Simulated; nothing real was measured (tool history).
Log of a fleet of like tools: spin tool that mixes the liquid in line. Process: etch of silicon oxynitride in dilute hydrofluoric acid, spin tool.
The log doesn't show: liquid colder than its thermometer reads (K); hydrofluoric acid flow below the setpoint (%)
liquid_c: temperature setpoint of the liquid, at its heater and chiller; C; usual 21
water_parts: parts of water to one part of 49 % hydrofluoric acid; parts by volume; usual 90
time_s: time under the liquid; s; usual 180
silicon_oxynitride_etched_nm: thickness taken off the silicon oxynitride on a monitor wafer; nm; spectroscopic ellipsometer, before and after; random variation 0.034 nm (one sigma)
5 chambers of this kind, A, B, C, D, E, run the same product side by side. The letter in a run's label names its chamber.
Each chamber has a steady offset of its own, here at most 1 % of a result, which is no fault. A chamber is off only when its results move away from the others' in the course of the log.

| run | hour | liquid_c | water_parts | time_s | hours since the thermometer was replaced | hours since the hydrofluoric acid flow meter was replaced | read-back film thickness of the silicon oxynitride reference wafer, read on the same gauge (nm) | silicon_oxynitride_etched_nm |
|---|---|---|---|---|---|---|---|---|
| 1B | 6.8 | 21 | 90 | 180 | 2012.7 | 509.9 | 69.975 | 4.1537 |
| 2E | 15.5 | 21 | 90 | 180 | 240.4 | 223.1 | 69.993 | 4.1325 |
| 3C | 19.6 | 21 | 90 | 180 | 567.6 | 1322.4 | 70.014 | 4.0931 |
| 4A | 24.7 | 21 | 90 | 180 | 834.7 | 1798.8 | 70.014 | 4.1673 |
| 5D | 30.3 | 21 | 90 | 180 | 782.2 | 652.8 | 70.005 | 4.0624 |
| 6A | 35.1 | 21 | 90 | 180 | 845.1 | 1809.2 | 69.979 | 4.1474 |
| 7C | 41.4 | 21 | 90 | 180 | 589.4 | 1344.2 | 70.015 | 4.1151 |
| 8B | 46.9 | 21 | 90 | 180 | 2052.8 | 550 | 70 | 4.1544 |
| 9E | 53.1 | 21 | 90 | 180 | 278 | 260.7 | 70.023 | 4.1783 |
| 10D | 60.4 | 21 | 90 | 180 | 812.3 | 682.9 | 70.005 | 4.136 |
|  | 67.6 | chamber D: thermometer replaced |
| 11B | 69.4 | 21 | 90 | 180 | 2075.3 | 572.5 | 70.019 | 4.1591 |
| 12D | 74.7 | 21 | 90 | 180 | 7.2 | 697.2 | 70.028 | 4.1154 |
| 13A | 82.2 | 21 | 90 | 180 | 892.2 | 1856.3 | 69.989 | 4.1545 |
| 14C | 87.6 | 21 | 90 | 180 | 635.6 | 1390.4 | 70.012 | 4.1519 |
| 15E | 92.8 | 21 | 90 | 285 | 317.7 | 300.4 | 70.041 | 6.633 |
| 16D | 99.7 | 21 | 90 | 285 | 32.2 | 722.2 | 70.042 | 6.3847 |
| 17A | 107.5 | 21 | 90 | 285 | 917.5 | 1881.6 | 69.977 | 6.5651 |
| 18C | 116 | 21 | 90 | 285 | 664 | 1418.8 | 70.027 | 6.5804 |
| 19B | 121.9 | 21 | 90 | 285 | 2127.8 | 625 | 70.024 | 6.5235 |
| 20E | 129.9 | 21 | 90 | 180 | 354.8 | 337.5 | 69.974 | 4.1728 |
| 21E | 137.4 | 21 | 90 | 180 | 362.3 | 345 | 70.016 | 4.23 |
| 22D | 142 | 21 | 90 | 180 | 74.5 | 764.5 | 69.975 | 4.1917 |
| 23B | 146.1 | 21 | 90 | 180 | 2152 | 649.2 | 70.017 | 4.0138 |
| 24C | 153.5 | 21 | 90 | 180 | 701.5 | 1456.3 | 69.987 | 4.1593 |
| 25A | 159.2 | 21 | 90 | 180 | 969.2 | 1933.3 | 70.008 | 4.1791 |
| 26A | 167.6 | 21 | 90 | 180 | 977.6 | 1941.7 | 69.981 | 4.0806 |
| 27D | 174.3 | 21 | 90 | 180 | 106.8 | 796.8 | 69.988 | 4.1545 |
| 28C | 179.4 | 21 | 90 | 250 | 727.4 | 1482.2 | 70.038 | 5.705 |
| 29E | 183.7 | 21 | 90 | 250 | 408.6 | 391.3 | 70.015 | 5.7549 |
| 30B | 192.8 | 21 | 90 | 250 | 2198.7 | 695.9 | 70.003 | 5.587 |
| 31E | 201.9 | 21 | 90 | 250 | 426.8 | 409.5 | 69.997 | 5.7338 |
| 32D | 208.9 | 21 | 90 | 250 | 141.4 | 831.4 | 70.018 | 5.8076 |
| 33A | 213.4 | 21 | 90 | 180 | 1023.4 | 1987.5 | 70.017 | 4.1613 |
| 34B | 220.3 | 23.5 | 90 | 250 | 2226.2 | 723.4 | 70.015 | 6.1725 |
| 35C | 228.5 | 23.5 | 90 | 250 | 776.5 | 1531.3 | 70.016 | 6.5682 |
| 36B | 235.7 | 23.5 | 90 | 250 | 2241.6 | 738.8 | 70.004 | 6.3056 |
| 37C | 241.3 | 23.5 | 90 | 250 | 789.3 | 1544.1 | 69.998 | 6.5464 |
| 38E | 246.3 | 23.5 | 90 | 250 | 471.2 | 453.9 | 70.027 | 6.5929 |
| 39A | 252.5 | 21 | 90 | 180 | 1062.5 | 2026.6 | 69.997 | 4.0967 |

What goes on in this fleet: one chamber off, a drifting gauge, or nothing beyond the chambers' own small offsets? Name the chamber and the cause, if any.

Chamber B drifts away from the others.
Cause: hydrofluoric acid flow below the setpoint (%) = 5.26.
The log may not tell that from: liquid colder than its thermometer reads (K).

Here are 4 candidates for chamber B's next run, each the usual settings with a change, their results left as question marks. Which one brings its results back in line with what the others give on the usual settings?
In line means no further than this from the other chambers' mean on the usual settings: silicon_oxynitride_etched_nm 0.12 nm
| 40B-1 | 259.2 | 21 | 90 | 190 |  |  |  | ? |
| 40B-2 | 259.2 | 21 | 95 | 170 |  |  |  | ? |
| 40B-3 | 259.2 | 23.5 | 90 | 180 |  |  |  | ? |
| 40B-4 | 259.2 | 21 | 90 | 170 |  |  |  | ? |

The other chambers' mean on the usual settings: silicon_oxynitride_etched_nm 4.1467 nm
| run | silicon_oxynitride_etched_nm |
|---|---|
| 40B-1 | 4.128 |
| 40B-2 | 3.4825 |
| 40B-3 | 4.4127 |
| 40B-4 | 3.6934 |
40B-1 brings the chamber back in line.
